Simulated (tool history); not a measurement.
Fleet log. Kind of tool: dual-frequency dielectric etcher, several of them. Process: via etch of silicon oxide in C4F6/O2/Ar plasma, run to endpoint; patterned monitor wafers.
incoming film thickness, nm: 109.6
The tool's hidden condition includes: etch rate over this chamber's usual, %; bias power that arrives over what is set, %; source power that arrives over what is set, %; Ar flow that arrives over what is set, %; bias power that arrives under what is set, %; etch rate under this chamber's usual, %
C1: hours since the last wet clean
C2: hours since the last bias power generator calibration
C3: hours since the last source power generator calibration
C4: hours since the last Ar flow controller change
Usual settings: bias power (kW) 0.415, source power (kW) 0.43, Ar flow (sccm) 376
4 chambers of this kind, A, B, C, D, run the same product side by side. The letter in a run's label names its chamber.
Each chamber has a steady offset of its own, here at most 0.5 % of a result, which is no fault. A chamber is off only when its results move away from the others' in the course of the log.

{"hour": 1.9, "done": "chamber C: wet clean of the chamber"}
{"run": "1C", "hour": 7.3, "bias power (kW)": 0.415, "source power (kW)": 0.43, "Ar flow (sccm)": 376, "C1": 5.4, "C2": 445.5, "C3": 223.1, "C4": 1815.5, "endpoint time (s)": 25.665}
{"run": "2B", "hour": 16.4, "bias power (kW)": 0.415, "source power (kW)": 0.43, "Ar flow (sccm)": 376, "C1": 225.2, "C2": 491.2, "C3": 2770, "C4": 2964.1, "endpoint time (s)": 25.891}
{"run": "3D", "hour": 26.0, "bias power (kW)": 0.415, "source power (kW)": 0.43, "Ar flow (sccm)": 376, "C1": 261.1, "C2": 2416.3, "C3": 1595.5, "C4": 3416.3, "endpoint time (s)": 25.743}
{"run": "4A", "hour": 33.2, "bias power (kW)": 0.415, "source power (kW)": 0.43, "Ar flow (sccm)": 376, "C1": 90.9, "C2": 342.3, "C3": 2017.1, "C4": 1521.8, "endpoint time (s)": 25.943}
{"run": "5B", "hour": 39.2, "bias power (kW)": 0.415, "source power (kW)": 0.43, "Ar flow (sccm)": 376, "C1": 248, "C2": 514, "C3": 2792.8, "C4": 2986.9, "endpoint time (s)": 25.81}
{"run": "6C", "hour": 46.8, "bias power (kW)": 0.415, "source power (kW)": 0.43, "Ar flow (sccm)": 376, "C1": 44.9, "C2": 485, "C3": 262.6, "C4": 1855, "endpoint time (s)": 25.722}
{"run": "7D", "hour": 52.7, "bias power (kW)": 0.415, "source power (kW)": 0.43, "Ar flow (sccm)": 376, "C1": 287.8, "C2": 2443, "C3": 1622.2, "C4": 3443, "endpoint time (s)": 25.905}
{"run": "8A", "hour": 57.9, "bias power (kW)": 0.415, "source power (kW)": 0.43, "Ar flow (sccm)": 376, "C1": 115.6, "C2": 367, "C3": 2041.8, "C4": 1546.5, "endpoint time (s)": 25.792}
{"run": "9C", "hour": 65.0, "bias power (kW)": 0.415, "source power (kW)": 0.43, "Ar flow (sccm)": 376, "C1": 63.1, "C2": 503.2, "C3": 280.8, "C4": 1873.2, "endpoint time (s)": 25.889}
{"run": "10D", "hour": 71.7, "bias power (kW)": 0.345, "source power (kW)": 0.34, "Ar flow (sccm)": 376, "C1": 306.8, "C2": 2462, "C3": 1641.2, "C4": 3462, "endpoint time (s)": 30.22}
{"run": "11A", "hour": 79.9, "bias power (kW)": 0.345, "source power (kW)": 0.34, "Ar flow (sccm)": 376, "C1": 137.6, "C2": 389, "C3": 2063.8, "C4": 1568.5, "endpoint time (s)": 30.181}
{"run": "12B", "hour": 89.1, "bias power (kW)": 0.345, "source power (kW)": 0.34, "Ar flow (sccm)": 376, "C1": 297.9, "C2": 563.9, "C3": 2842.7, "C4": 3036.8, "endpoint time (s)": 30.09}
{"run": "13C", "hour": 97.1, "bias power (kW)": 0.345, "source power (kW)": 0.34, "Ar flow (sccm)": 376, "C1": 95.2, "C2": 535.3, "C3": 312.9, "C4": 1905.3, "endpoint time (s)": 29.983}
{"run": "14D", "hour": 103.4, "bias power (kW)": 0.415, "source power (kW)": 0.43, "Ar flow (sccm)": 376, "C1": 338.5, "C2": 2493.7, "C3": 1672.9, "C4": 3493.7, "endpoint time (s)": 26.011}
{"run": "15A", "hour": 110.6, "bias power (kW)": 0.415, "source power (kW)": 0.43, "Ar flow (sccm)": 376, "C1": 168.3, "C2": 419.7, "C3": 2094.5, "C4": 1599.2, "endpoint time (s)": 25.882}
{"run": "16B", "hour": 119.2, "bias power (kW)": 0.415, "source power (kW)": 0.43, "Ar flow (sccm)": 376, "C1": 328, "C2": 594, "C3": 2872.8, "C4": 3066.9, "endpoint time (s)": 25.964}
{"run": "17A", "hour": 130.6, "bias power (kW)": 0.415, "source power (kW)": 0.43, "Ar flow (sccm)": 376, "C1": 188.3, "C2": 439.7, "C3": 2114.5, "C4": 1619.2, "endpoint time (s)": 25.742}
{"run": "18C", "hour": 141.7, "bias power (kW)": 0.415, "source power (kW)": 0.43, "Ar flow (sccm)": 376, "C1": 139.8, "C2": 579.9, "C3": 357.5, "C4": 1949.9, "endpoint time (s)": 25.799}
{"run": "19B", "hour": 148.8, "bias power (kW)": 0.415, "source power (kW)": 0.43, "Ar flow (sccm)": 376, "C1": 357.6, "C2": 623.6, "C3": 2902.4, "C4": 3096.5, "endpoint time (s)": 25.861}
{"run": "20D", "hour": 157.2, "bias power (kW)": 0.415, "source power (kW)": 0.43, "Ar flow (sccm)": 376, "C1": 392.3, "C2": 2547.5, "C3": 1726.7, "C4": 3547.5, "endpoint time (s)": 26.193}
{"hour": 161.6, "done": "chamber B: wet clean of the chamber"}
{"run": "21D", "hour": 164.6, "bias power (kW)": 0.415, "source power (kW)": 0.43, "Ar flow (sccm)": 376, "C1": 399.7, "C2": 2554.9, "C3": 1734.1, "C4": 3554.9, "endpoint time (s)": 26.05}
{"run": "22C", "hour": 170.1, "bias power (kW)": 0.415, "source power (kW)": 0.49, "Ar flow (sccm)": 423, "C1": 168.2, "C2": 608.3, "C3": 385.9, "C4": 1978.3, "endpoint time (s)": 24.755}
{"run": "23B", "hour": 177.9, "bias power (kW)": 0.415, "source power (kW)": 0.49, "Ar flow (sccm)": 423, "C1": 16.4, "C2": 652.7, "C3": 2931.5, "C4": 3125.6, "endpoint time (s)": 24.921}
{"run": "24A", "hour": 184.6, "bias power (kW)": 0.415, "source power (kW)": 0.49, "Ar flow (sccm)": 423, "C1": 242.3, "C2": 493.7, "C3": 2168.5, "C4": 1673.2, "endpoint time (s)": 24.886}
{"run": "25B", "hour": 191.0, "bias power (kW)": 0.415, "source power (kW)": 0.49, "Ar flow (sccm)": 423, "C1": 29.5, "C2": 665.8, "C3": 2944.6, "C4": 3138.7, "endpoint time (s)": 24.672}
{"run": "26A", "hour": 197.7, "bias power (kW)": 0.415, "source power (kW)": 0.43, "Ar flow (sccm)": 376, "C1": 255.4, "C2": 506.8, "C3": 2181.6, "C4": 1686.3, "endpoint time (s)": 25.791}
{"run": "27C", "hour": 205.9, "bias power (kW)": 0.415, "source power (kW)": 0.43, "Ar flow (sccm)": 376, "C1": 204, "C2": 644.1, "C3": 421.7, "C4": 2014.1, "endpoint time (s)": 25.57}
{"run": "28D", "hour": 215.1, "bias power (kW)": 0.415, "source power (kW)": 0.43, "Ar flow (sccm)": 376, "C1": 450.2, "C2": 2605.4, "C3": 1784.6, "C4": 3605.4, "endpoint time (s)": 26.421}
{"run": "29A", "hour": 222.3, "bias power (kW)": 0.415, "source power (kW)": 0.43, "Ar flow (sccm)": 376, "C1": 280, "C2": 531.4, "C3": 2206.2, "C4": 1710.9, "endpoint time (s)": 25.636}
{"run": "30B", "hour": 232.4, "bias power (kW)": 0.415, "source power (kW)": 0.43, "Ar flow (sccm)": 376, "C1": 70.9, "C2": 707.2, "C3": 2986, "C4": 3180.1, "endpoint time (s)": 25.683}
{"run": "31C", "hour": 243.5, "bias power (kW)": 0.415, "source power (kW)": 0.43, "Ar flow (sccm)": 376, "C1": 241.6, "C2": 681.7, "C3": 459.3, "C4": 2051.7, "endpoint time (s)": 25.616}
{"run": "32D", "hour": 252.6, "bias power (kW)": 0.504, "source power (kW)": 0.43, "Ar flow (sccm)": 296, "C1": 487.7, "C2": 2642.9, "C3": 1822.1, "C4": 3642.9, "endpoint time (s)": 24.268}
{"run": "33C", "hour": 261.2, "bias power (kW)": 0.504, "source power (kW)": 0.43, "Ar flow (sccm)": 296, "C1": 259.3, "C2": 699.4, "C3": 477, "C4": 2069.4, "endpoint time (s)": 23.245}
{"run": "34A", "hour": 269.4, "bias power (kW)": 0.504, "source power (kW)": 0.43, "Ar flow (sccm)": 296, "C1": 327.1, "C2": 578.5, "C3": 2253.3, "C4": 1758, "endpoint time (s)": 23.362}
{"run": "35B", "hour": 278.5, "bias power (kW)": 0.504, "source power (kW)": 0.43, "Ar flow (sccm)": 296, "C1": 117, "C2": 753.3, "C3": 3032.1, "C4": 3226.2, "endpoint time (s)": 23.472}
{"run": "36D", "hour": 286.8, "bias power (kW)": 0.415, "source power (kW)": 0.43, "Ar flow (sccm)": 376, "C1": 521.9, "C2": 2677.1, "C3": 1856.3, "C4": 3677.1, "endpoint time (s)": 26.506}
{"run": "37A", "hour": 292.7, "bias power (kW)": 0.415, "source power (kW)": 0.43, "Ar flow (sccm)": 376, "C1": 350.4, "C2": 601.8, "C3": 2276.6, "C4": 1781.3, "endpoint time (s)": 25.966}
{"run": "38C", "hour": 298.8, "bias power (kW)": 0.415, "source power (kW)": 0.43, "Ar flow (sccm)": 376, "C1": 296.9, "C2": 737, "C3": 514.6, "C4": 2107, "endpoint time (s)": 25.646}
{"run": "39B", "hour": 305.9, "bias power (kW)": 0.415, "source power (kW)": 0.35, "Ar flow (sccm)": 312, "C1": 144.4, "C2": 780.7, "C3": 3059.5, "C4": 3253.6, "endpoint time (s)": 27.201}
{"run": "40D", "hour": 315.7, "bias power (kW)": 0.415, "source power (kW)": 0.35, "Ar flow (sccm)": 312, "C1": 550.8, "C2": 2706, "C3": 1885.2, "C4": 3706, "endpoint time (s)": 28.313}
{"run": "41D", "hour": 326.6, "bias power (kW)": 0.415, "source power (kW)": 0.35, "Ar flow (sccm)": 312, "C1": 561.7, "C2": 2716.9, "C3": 1896.1, "C4": 3716.9, "endpoint time (s)": 28.494}
{"run": "42A", "hour": 333.9, "bias power (kW)": 0.415, "source power (kW)": 0.35, "Ar flow (sccm)": 312, "C1": 391.6, "C2": 643, "C3": 2317.8, "C4": 1822.5, "endpoint time (s)": 27.287}
{"run": "43B", "hour": 341.3, "bias power (kW)": 0.415, "source power (kW)": 0.43, "Ar flow (sccm)": 376, "C1": 179.8, "C2": 816.1, "C3": 3094.9, "C4": 3289, "endpoint time (s)": 25.516}

All chambers now run identical settings, listed one chamber a line with results as question marks. What results will each chamber show?
{"run": "44A", "hour": 349.4, "bias power (kW)": 0.415, "source power (kW)": 0.43, "Ar flow (sccm)": 319, "endpoint time (s)": "?"}
{"run": "44B", "hour": 349.4, "bias power (kW)": 0.415, "source power (kW)": 0.43, "Ar flow (sccm)": 319, "endpoint time (s)": "?"}
{"run": "44C", "hour": 349.4, "bias power (kW)": 0.415, "source power (kW)": 0.43, "Ar flow (sccm)": 319, "endpoint time (s)": "?"}
{"run": "44D", "hour": 349.4, "bias power (kW)": 0.415, "source power (kW)": 0.43, "Ar flow (sccm)": 319, "endpoint time (s)": "?"}

run=44A endpoint_time_(s)=25.475
run=44B endpoint_time_(s)=25.186
run=44C endpoint_time_(s)=25.396
run=44D endpoint_time_(s)=26.535
